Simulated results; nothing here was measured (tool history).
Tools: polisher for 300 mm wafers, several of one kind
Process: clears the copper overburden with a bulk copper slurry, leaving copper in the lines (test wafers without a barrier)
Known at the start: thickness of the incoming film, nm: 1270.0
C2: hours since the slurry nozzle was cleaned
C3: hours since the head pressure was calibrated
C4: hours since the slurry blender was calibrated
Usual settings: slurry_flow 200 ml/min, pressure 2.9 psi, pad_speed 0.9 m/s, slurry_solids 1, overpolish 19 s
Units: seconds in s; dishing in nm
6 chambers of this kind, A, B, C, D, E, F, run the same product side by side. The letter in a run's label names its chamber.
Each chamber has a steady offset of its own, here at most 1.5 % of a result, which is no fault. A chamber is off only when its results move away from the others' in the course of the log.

At day 0.358: chamber F: worn pad replaced by a new one.
Run 1C, day 0.625: usual settings; wafers polished on this pad 673; C2 116.8; C3 19.7; C4 59.3. Result: seconds 125.26 s, dishing 87.347 nm.
At day 1.212: chamber C: worn pad replaced by a new one.
Run 2F, day 1.267: usual settings; wafers polished on this pad 172; C2 42.9; C3 724.7; C4 92.3. Result: seconds 127.79 s, dishing 90.664 nm.
Run 3E, day 1.829: usual settings; wafers polished on this pad 855; C2 284.6; C3 1052.9; C4 186.4. Result: seconds 126.5 s, dishing 85.299 nm.
At day 2.05: chamber E: worn pad replaced by a new one.
Run 4A, day 2.238: usual settings; wafers polished on this pad 742; C2 207.6; C3 454; C4 176.2. Result: seconds 125.87 s, dishing 91.023 nm.
At day 2.412: chamber D: worn pad replaced by a new one.
Run 5B, day 2.612: usual settings but overpolish 13 s; wafers polished on this pad 793; C2 240.3; C3 644.8; C4 266.5. Result: seconds 126.2 s, dishing 72.419 nm.
At day 2.658: chamber A: worn pad replaced by a new one.
Run 6D, day 3.3: usual settings but overpolish 13 s; wafers polished on this pad 168; C2 167.8; C3 409; C4 295.4. Result: seconds 127.46 s, dishing 70.378 nm.
Run 7A, day 3.946: usual settings but overpolish 13 s; wafers polished on this pad 244; C2 248.6; C3 495; C4 217.2. Result: seconds 127.69 s, dishing 66.95 nm.
At day 4.154: chamber A: slurry blender recalibrated.
At day 4.5: chamber B: slurry blender recalibrated.
Run 8D, day 4.571: usual settings but overpolish 13 s; wafers polished on this pad 409; C2 198.3; C3 439.5; C4 325.9. Result: seconds 127.49 s, dishing 70.306 nm.
At day 4.833: chamber B: slurry nozzle cleaned.
At day 4.862: chamber B: worn pad replaced by a new one.
At day 5.117: chamber C: worn pad replaced by a new one.
Run 9B, day 5.154: usual settings but overpolish 13 s; wafers polished on this pad 55; C2 7.8; C3 705.8; C4 15.7. Result: seconds 124.37 s, dishing 70.454 nm.
At day 5.267: chamber D: slurry blender recalibrated.
Run 10E, day 5.575: usual settings but overpolish 13 s; wafers polished on this pad 669; C2 374.5; C3 1142.8; C4 276.3. Result: seconds 128.1 s, dishing 69.696 nm.
Run 11C, day 6.188: usual settings; wafers polished on this pad 203; C2 250.3; C3 153.2; C4 192.8. Result: seconds 125.77 s, dishing 89.182 nm.
At day 6.412: chamber E: slurry blender recalibrated.
Run 12F, day 6.721: usual settings; wafers polished on this pad 1207; C2 173.8; C3 855.6; C4 223.2. Result: seconds 125.27 s, dishing 88.442 nm.
At day 6.921: chamber C: slurry blender recalibrated.
Run 13B, day 7.108: usual settings but slurry_flow 150 ml/min, pressure 2.2 psi; wafers polished on this pad 426; C2 54.7; C3 752.7; C4 62.6. Result: seconds 172.29 s, dishing 69.183 nm.
At day 7.162: chamber A: worn pad replaced by a new one.
At day 7.288: chamber E: worn pad replaced by a new one.
Run 14A, day 7.692: usual settings but slurry_flow 150 ml/min, pressure 2.2 psi; wafers polished on this pad 101; C2 338.5; C3 584.9; C4 85. Result: seconds 176.64 s, dishing 69.205 nm.
At day 8.183: chamber F: worn pad replaced by a new one.
Run 15C, day 8.2: usual settings but slurry_flow 150 ml/min, pressure 2.2 psi; wafers polished on this pad 585; C2 298.6; C3 201.5; C4 30.8. Result: seconds 173.88 s, dishing 73.517 nm.
At day 8.404: chamber D: worn pad replaced by a new one.
Run 16D, day 8.892: usual settings but slurry_flow 150 ml/min, pressure 2.2 psi; wafers polished on this pad 93; C2 302; C3 543.2; C4 87. Result: seconds 174.36 s, dishing 69.044 nm.
Run 17E, day 9.312: usual settings but slurry_flow 150 ml/min, pressure 2.2 psi; wafers polished on this pad 384; C2 464.2; C3 1232.5; C4 69.6. Result: seconds 175.21 s, dishing 69.367 nm.
At day 9.333: chamber C: worn pad replaced by a new one.
Run 18F, day 9.942: usual settings but slurry_flow 150 ml/min, pressure 2.2 psi; wafers polished on this pad 333; C2 251.1; C3 932.9; C4 300.5. Result: seconds 169.96 s, dishing 72.841 nm.
Run 19D, day 10.442: usual settings; wafers polished on this pad 387; C2 339.2; C3 580.4; C4 124.2. Result: seconds 128.34 s, dishing 86.385 nm.
Run 20F, day 10.788: usual settings; wafers polished on this pad 494; C2 271.4; C3 953.2; C4 320.8. Result: seconds 124.44 s, dishing 87.649 nm.
Run 21C, day 11.242: usual settings; wafers polished on this pad 362; C2 371.6; C3 274.5; C4 103.8. Result: seconds 123.7 s, dishing 89.993 nm.
At day 11.267: chamber A: worn pad replaced by a new one.
Run 22E, day 11.629: usual settings; wafers polished on this pad 823; C2 519.8; C3 1288.1; C4 125.2. Result: seconds 127.89 s, dishing 86.795 nm.
At day 11.942: chamber F: slurry nozzle cleaned.
At day 12.046: chamber A: slurry blender recalibrated.
Run 23B, day 12.142: usual settings but slurry_flow 130 ml/min; wafers polished on this pad 1380; C2 175.5; C3 873.5; C4 183.4. Result: seconds 133.29 s, dishing 87.179 nm.
At day 12.221: chamber B: worn pad replaced by a new one.
Run 24A, day 12.542: usual settings but slurry_flow 130 ml/min; wafers polished on this pad 242; C2 454.9; C3 701.3; C4 11.9. Result: seconds 143.65 s, dishing 80.508 nm.
At day 12.638: chamber E: worn pad replaced by a new one.
Run 25B, day 12.979: usual settings but slurry_flow 130 ml/min; wafers polished on this pad 143; C2 195.6; C3 893.6; C4 203.5. Result: seconds 134.95 s, dishing 88.159 nm.
At day 13.292: chamber C: worn pad replaced by a new one.
Run 26F, day 13.533: usual settings but slurry_flow 130 ml/min; wafers polished on this pad 1015; C2 38.3; C3 1019.1; C4 386.7. Result: seconds 132.96 s, dishing 84.991 nm.
At day 13.746: chamber D: worn pad replaced by a new one.
Run 27D, day 14.046: usual settings but slurry_flow 130 ml/min; wafers polished on this pad 57; C2 425.7; C3 666.9; C4 210.7. Result: seconds 136.26 s, dishing 85.501 nm.
At day 14.354: chamber B: head pressure recalibrated.
At day 14.446: chamber E: slurry nozzle cleaned.
At day 14.55: chamber F: worn pad replaced by a new one.
Run 28E, day 14.567: usual settings but slurry_flow 130 ml/min; wafers polished on this pad 365; C2 3; C3 1358.6; C4 195.7. Result: seconds 134.48 s, dishing 82.387 nm.
Run 29C, day 14.95: usual settings but slurry_solids 0.75; wafers polished on this pad 314; C2 460.6; C3 363.5; C4 192.8. Result: seconds 134.12 s, dishing 85.879 nm.
Run 30A, day 15.25: usual settings but slurry_solids 0.75; wafers polished on this pad 755; C2 519.9; C3 766.3; C4 76.9. Result: seconds 138.5 s, dishing 81.702 nm.
At day 15.704: chamber A: worn pad replaced by a new one.
At day 15.796: chamber B: slurry blender recalibrated.
Run 31B, day 15.917: usual settings but slurry_solids 0.75; wafers polished on this pad 701; C2 266.1; C3 37.6; C4 2.9. Result: seconds 133.54 s, dishing 87.338 nm.
At day 16.2: chamber C: slurry blender recalibrated.
Run 32F, day 16.354: usual settings but slurry_solids 0.75; wafers polished on this pad 342; C2 106; C3 1086.8; C4 454.4. Result: seconds 134.32 s, dishing 89.191 nm.
Run 33E, day 16.85: usual settings but slurry_solids 0.75; wafers polished on this pad 799; C2 57.8; C3 1413.4; C4 250.5. Result: seconds 133.65 s, dishing 85.872 nm.
At day 17.008: chamber C: worn pad replaced by a new one.
At day 17.125: chamber E: worn pad replaced by a new one.
Run 34D, day 17.412: usual settings but slurry_solids 0.75; wafers polished on this pad 695; C2 506.5; C3 747.7; C4 291.5. Result: seconds 136.8 s, dishing 85.01 nm.
At day 17.517: chamber F: slurry blender recalibrated.
Run 35A, day 17.75: usual settings; wafers polished on this pad 388; C2 579.9; C3 826.3; C4 136.9. Result: seconds 133.35 s, dishing 84.277 nm.
Run 36C, day 18.383: usual settings; wafers polished on this pad 261; C2 543; C3 445.9; C4 52.5. Result: seconds 125.82 s, dishing 91.309 nm.
At day 18.467: chamber E: slurry blender recalibrated.
At day 18.633: chamber B: slurry nozzle cleaned.
Run 37C, day 18.862: usual settings; wafers polished on this pad 352; C2 554.5; C3 457.4; C4 64. Result: seconds 126.27 s, dishing 90.699 nm.
At day 18.912: chamber B: worn pad replaced by a new one.
Run 38B, day 19.242: usual settings; wafers polished on this pad 63; C2 14.6; C3 117.4; C4 82.7. Result: seconds 124.94 s, dishing 94.682 nm.
Run 39A, day 19.567: usual settings; wafers polished on this pad 732; C2 623.5; C3 869.9; C4 180.5. Result: seconds 136.03 s, dishing 84.202 nm.
Run 40F, day 20.133: usual settings; wafers polished on this pad 1059; C2 196.7; C3 1177.5; C4 62.9. Result: seconds 126.17 s, dishing 90.026 nm.
Run 41E, day 20.758: usual settings; wafers polished on this pad 689; C2 151.6; C3 1507.2; C4 55.1. Result: seconds 127.24 s, dishing 87.277 nm.

Next, every chamber runs the same settings. What will each give?
Run 42A, day 21.254: usual settings but slurry_flow 245 ml/min. Result: seconds ?, dishing ?.
Run 42B, day 21.254: usual settings but slurry_flow 245 ml/min. Result: seconds ?, dishing ?.
Run 42C, day 21.254: usual settings but slurry_flow 245 ml/min. Result: seconds ?, dishing ?.
Run 42D, day 21.254: usual settings but slurry_flow 245 ml/min. Result: seconds ?, dishing ?.
Run 42E, day 21.254: usual settings but slurry_flow 245 ml/min. Result: seconds ?, dishing ?.
Run 42F, day 21.254: usual settings but slurry_flow 245 ml/min. Result: seconds ?, dishing ?.

run  seconds  dishing
42A   133.02   85.825
42B   122.03   88.395
42C   122.67   90.742
42D   123.53   83.889
42E    123.2    88.58
42F   123.84   89.069
